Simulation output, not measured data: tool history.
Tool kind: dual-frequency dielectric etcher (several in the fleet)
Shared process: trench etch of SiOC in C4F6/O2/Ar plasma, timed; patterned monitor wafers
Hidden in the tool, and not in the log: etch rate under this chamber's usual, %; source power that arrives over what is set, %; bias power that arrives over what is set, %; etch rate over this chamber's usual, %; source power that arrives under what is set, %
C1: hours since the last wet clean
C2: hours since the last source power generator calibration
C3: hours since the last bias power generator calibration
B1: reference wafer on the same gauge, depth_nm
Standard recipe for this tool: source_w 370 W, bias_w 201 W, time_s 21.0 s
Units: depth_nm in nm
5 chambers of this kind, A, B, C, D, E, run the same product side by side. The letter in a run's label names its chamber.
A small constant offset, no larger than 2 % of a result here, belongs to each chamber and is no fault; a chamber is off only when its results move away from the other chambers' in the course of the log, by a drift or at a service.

run 1C hour=5.7 | source_w=370 bias_w=201 time_s=21.0 | C1=400.8 C2=3207.2 C3=1315.9 | B1=38.306 | depth_nm=43.644
run 2A hour=9.5 | source_w=370 bias_w=201 time_s=21.0 | C1=471.1 C2=3556.3 C3=3617.0 | B1=38.287 | depth_nm=43.709
run 3E hour=12.5 | source_w=370 bias_w=201 time_s=21.0 | C1=471.2 C2=2788.7 C3=2475.4 | B1=38.311 | depth_nm=44.703
run 4B hour=16.8 | source_w=370 bias_w=201 time_s=21.0 | C1=59.2 C2=3398.7 C3=55.0 | B1=38.294 | depth_nm=44.269
run 5D hour=21.3 | source_w=370 bias_w=201 time_s=21.0 | C1=258.1 C2=1348.9 C3=1120.1 | B1=38.292 | depth_nm=44.710
run 6A hour=25.8 | source_w=370 bias_w=201 time_s=21.0 | C1=487.4 C2=3572.6 C3=3633.3 | B1=38.301 | depth_nm=43.911
run 7B hour=30.0 | source_w=340 bias_w=201 time_s=21.0 | C1=72.4 C2=3411.9 C3=68.2 | B1=38.282 | depth_nm=42.572
-- hour=33.1 chamber E: wet clean of the chamber
run 8C hour=36.7 | source_w=340 bias_w=201 time_s=21.0 | C1=431.8 C2=3238.2 C3=1346.9 | B1=38.272 | depth_nm=42.305
run 9E hour=39.7 | source_w=340 bias_w=201 time_s=21.0 | C1=6.7 C2=2815.9 C3=2502.6 | B1=38.309 | depth_nm=42.889
run 10D hour=44.5 | source_w=340 bias_w=201 time_s=21.0 | C1=281.3 C2=1372.1 C3=1143.3 | B1=38.296 | depth_nm=42.886
run 11A hour=47.6 | source_w=340 bias_w=201 time_s=21.0 | C1=509.2 C2=3594.4 C3=3655.1 | B1=38.309 | depth_nm=42.235
run 12E hour=51.5 | source_w=370 bias_w=201 time_s=21.0 | C1=18.5 C2=2827.7 C3=2514.4 | B1=38.303 | depth_nm=44.437
run 13C hour=54.5 | source_w=280 bias_w=201 time_s=21.0 | C1=449.6 C2=3256.0 C3=1364.7 | B1=38.337 | depth_nm=38.990
run 14B hour=59.5 | source_w=280 bias_w=201 time_s=21.0 | C1=101.9 C2=3441.4 C3=97.7 | B1=38.300 | depth_nm=39.659
run 15D hour=65.2 | source_w=280 bias_w=201 time_s=21.0 | C1=302.0 C2=1392.8 C3=1164.0 | B1=38.320 | depth_nm=39.366
run 16A hour=71.6 | source_w=280 bias_w=201 time_s=21.0 | C1=533.2 C2=3618.4 C3=3679.1 | B1=38.224 | depth_nm=39.414
-- hour=71.8 chamber C: wet clean of the chamber
run 17E hour=76.8 | source_w=280 bias_w=201 time_s=21.0 | C1=43.8 C2=2853.0 C3=2539.7 | B1=38.295 | depth_nm=40.123
run 18C hour=82.6 | source_w=370 bias_w=224 time_s=26.5 | C1=10.9 C2=3284.1 C3=1392.8 | B1=38.294 | depth_nm=56.908
run 19D hour=89.4 | source_w=370 bias_w=224 time_s=26.5 | C1=326.2 C2=1417.0 C3=1188.2 | B1=38.256 | depth_nm=57.950
run 20B hour=94.9 | source_w=370 bias_w=224 time_s=26.5 | C1=137.3 C2=3476.8 C3=133.1 | B1=38.324 | depth_nm=57.098
run 21A hour=101.3 | source_w=370 bias_w=224 time_s=26.5 | C1=562.9 C2=3648.1 C3=3708.8 | B1=38.321 | depth_nm=57.140
run 22E hour=107.5 | source_w=370 bias_w=224 time_s=26.5 | C1=74.5 C2=2883.7 C3=2570.4 | B1=38.317 | depth_nm=58.308
run 23C hour=111.6 | source_w=370 bias_w=201 time_s=21.0 | C1=39.9 C2=3313.1 C3=1421.8 | B1=38.279 | depth_nm=43.616
run 24D hour=116.7 | source_w=370 bias_w=201 time_s=21.0 | C1=353.5 C2=1444.3 C3=1215.5 | B1=38.253 | depth_nm=43.944
run 25B hour=123.4 | source_w=370 bias_w=201 time_s=21.0 | C1=165.8 C2=3505.3 C3=161.6 | B1=38.253 | depth_nm=43.989
run 26B hour=130.3 | source_w=370 bias_w=201 time_s=21.0 | C1=172.7 C2=3512.2 C3=168.5 | B1=38.371 | depth_nm=44.114
run 27A hour=133.7 | source_w=420 bias_w=201 time_s=24.0 | C1=595.3 C2=3680.5 C3=3741.2 | B1=38.318 | depth_nm=51.907
run 28C hour=139.5 | source_w=420 bias_w=201 time_s=24.0 | C1=67.8 C2=3341.0 C3=1449.7 | B1=38.263 | depth_nm=52.349
-- hour=141.0 chamber A: wet clean of the chamber
run 29D hour=145.5 | source_w=420 bias_w=201 time_s=24.0 | C1=382.3 C2=1473.1 C3=1244.3 | B1=38.291 | depth_nm=52.493
run 30E hour=152.1 | source_w=420 bias_w=201 time_s=24.0 | C1=119.1 C2=2928.3 C3=2615.0 | B1=38.309 | depth_nm=53.601
-- hour=156.6 chamber C: bias power generator calibrated
run 31C hour=157.2 | source_w=420 bias_w=201 time_s=24.0 | C1=85.5 C2=3358.7 C3=0.7 | B1=38.297 | depth_nm=52.665
run 32A hour=160.4 | source_w=370 bias_w=201 time_s=21.0 | C1=19.5 C2=3707.2 C3=3767.9 | B1=38.278 | depth_nm=43.690
run 33E hour=164.4 | source_w=370 bias_w=201 time_s=21.0 | C1=131.4 C2=2940.6 C3=2627.3 | B1=38.337 | depth_nm=44.178
-- hour=164.7 chamber A: bias power generator calibrated
run 34B hour=168.5 | source_w=370 bias_w=201 time_s=21.0 | C1=210.9 C2=3550.4 C3=206.7 | B1=38.311 | depth_nm=43.747
run 35D hour=174.1 | source_w=420 bias_w=183 time_s=21.0 | C1=410.9 C2=1501.7 C3=1272.9 | B1=38.297 | depth_nm=45.090
run 36C hour=177.7 | source_w=420 bias_w=183 time_s=21.0 | C1=106.0 C2=3379.2 C3=21.2 | B1=38.291 | depth_nm=44.886
-- hour=179.5 chamber D: wet clean of the chamber
run 37B hour=182.3 | source_w=420 bias_w=183 time_s=21.0 | C1=224.7 C2=3564.2 C3=220.5 | B1=38.363 | depth_nm=44.901
run 38A hour=187.0 | source_w=420 bias_w=183 time_s=21.0 | C1=46.1 C2=3733.8 C3=22.3 | B1=38.288 | depth_nm=44.671
run 39D hour=192.5 | source_w=420 bias_w=183 time_s=21.0 | C1=13.0 C2=1520.1 C3=1291.3 | B1=38.316 | depth_nm=45.383

All 5 chambers run these settings next. Forecast each chamber's results:
run 40A hour=197.5 | source_w=450 bias_w=201 time_s=21.0 | depth_nm=?
run 40B hour=197.5 | source_w=450 bias_w=201 time_s=21.0 | depth_nm=?
run 40C hour=197.5 | source_w=450 bias_w=201 time_s=21.0 | depth_nm=?
run 40D hour=197.5 | source_w=450 bias_w=201 time_s=21.0 | depth_nm=?
run 40E hour=197.5 | source_w=450 bias_w=201 time_s=21.0 | depth_nm=?

run=40A depth_nm=47.095
run=40B depth_nm=47.416
run=40C depth_nm=46.911
run=40D depth_nm=47.727
run=40E depth_nm=47.830

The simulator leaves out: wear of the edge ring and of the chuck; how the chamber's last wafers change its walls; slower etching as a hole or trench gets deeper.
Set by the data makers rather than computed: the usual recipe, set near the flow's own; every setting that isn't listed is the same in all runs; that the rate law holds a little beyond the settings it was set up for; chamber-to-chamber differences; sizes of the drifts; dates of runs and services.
